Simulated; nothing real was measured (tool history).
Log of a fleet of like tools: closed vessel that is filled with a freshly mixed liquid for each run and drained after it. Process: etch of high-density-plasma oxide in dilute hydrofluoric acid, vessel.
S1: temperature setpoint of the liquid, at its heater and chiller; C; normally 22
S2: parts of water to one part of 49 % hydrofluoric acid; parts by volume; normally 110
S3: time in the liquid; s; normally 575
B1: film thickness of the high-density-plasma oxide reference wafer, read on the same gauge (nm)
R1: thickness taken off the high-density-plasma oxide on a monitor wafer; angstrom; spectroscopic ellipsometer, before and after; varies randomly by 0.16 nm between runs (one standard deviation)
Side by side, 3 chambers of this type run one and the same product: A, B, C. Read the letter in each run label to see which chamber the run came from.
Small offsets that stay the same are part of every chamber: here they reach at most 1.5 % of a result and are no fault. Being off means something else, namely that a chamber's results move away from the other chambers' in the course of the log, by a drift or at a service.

run,day,S1,S2,S3,B1,R1
1B,0.346,22,110,575,60.027,242.96
# day 0.683: chamber A: thermometer replaced
2C,0.721,22,110,575,59.941,244.28
3A,1.221,22,110,575,60.034,243.67
4A,1.517,22,110,575,60.006,244.31
5C,1.904,22,110,575,60.001,246.72
6B,2.242,22,110,575,59.969,243.62
7B,2.496,26,140,575,59.999,215.7
8A,2.796,26,140,575,59.971,218.96
9C,3.046,26,140,575,60.017,218.36
10A,3.438,22,110,575,59.993,244.32
11C,3.904,26,110,575,60.027,290.81
12B,4.171,26,110,575,60.036,282.56
13A,4.679,26,110,575,60.039,284.06
14C,4.971,22,110,575,59.943,246.01
15B,5.392,22,110,575,60.029,244.45
16A,5.754,22,110,240,59.978,102.13
17B,6.196,22,110,240,60.035,102.89
# day 6.275: chamber B: thermometer replaced
18C,6.429,22,110,240,59.958,103.18
19B,6.933,22,110,575,59.96,246.58
20A,7.325,20,130,575,59.991,187.47
21C,7.629,20,130,575,60.004,187.31
22C,8.054,20,130,575,59.962,188.17
23A,8.529,22,110,575,59.983,243.93
24B,8.908,22,110,575,60.005,248.41
25C,9.383,22,110,575,60.028,247.7
26A,9.696,22,110,575,59.995,241.23
27B,10.042,22,110,575,60.049,248.6
28B,10.558,22,110,575,60.017,246.71
29A,10.962,22,110,575,60.013,247.82
30C,11.292,17.5,110,575,60.012,206.03
31C,11.579,17.5,110,575,60.001,205.1
32B,11.888,17.5,110,575,59.964,210.14
33A,12.312,20,110,735,59.983,293.17
34B,12.721,20,110,735,60.052,298.06
35C,13.192,20,110,735,60.003,294.04
36A,13.538,22,110,575,59.997,247.34
37B,14.062,22,110,575,60.008,253.92
38A,14.6,24.5,110,575,60.051,271.83
39C,14.875,24.5,110,575,59.999,274.76
40B,15.204,24.5,110,575,60.038,278
41A,15.562,22,110,575,59.992,244.51
42C,15.892,22,110,575,60.009,246.34
43B,16.325,22,110,575,60.007,252.47

One chamber off, gauge drift, or nothing amiss beyond the chambers' own small offsets? If it is a chamber, which one, and what is the likeliest cause?

One chamber, B, drifts off from the rest bit by bit.
Likeliest cause: hydrofluoric acid flow above the setpoint (%) = 4.45.

Chamber B could run next with any of the 4 candidate recipes listed below; each alters the usual settings, and their results appear as question marks. Which one brings its results back in line with what the other chambers deliver on the usual settings?
Allowed miss from the other chambers' usual-settings mean, per result, to count as in line: R1 5.6 angstrom
44B-1,16.717,22,110,535,,?
44B-2,16.717,22,110,620,,?
44B-3,16.717,22,110,595,,?
44B-4,16.717,22,110,555,,?

Mean of the other chambers on the usual settings: R1 245.24 angstrom
run,R1
44B-1,237.64
44B-2,275.4
44B-3,264.29
44B-4,246.53
44B-4 puts the chamber back in line with the other chambers.
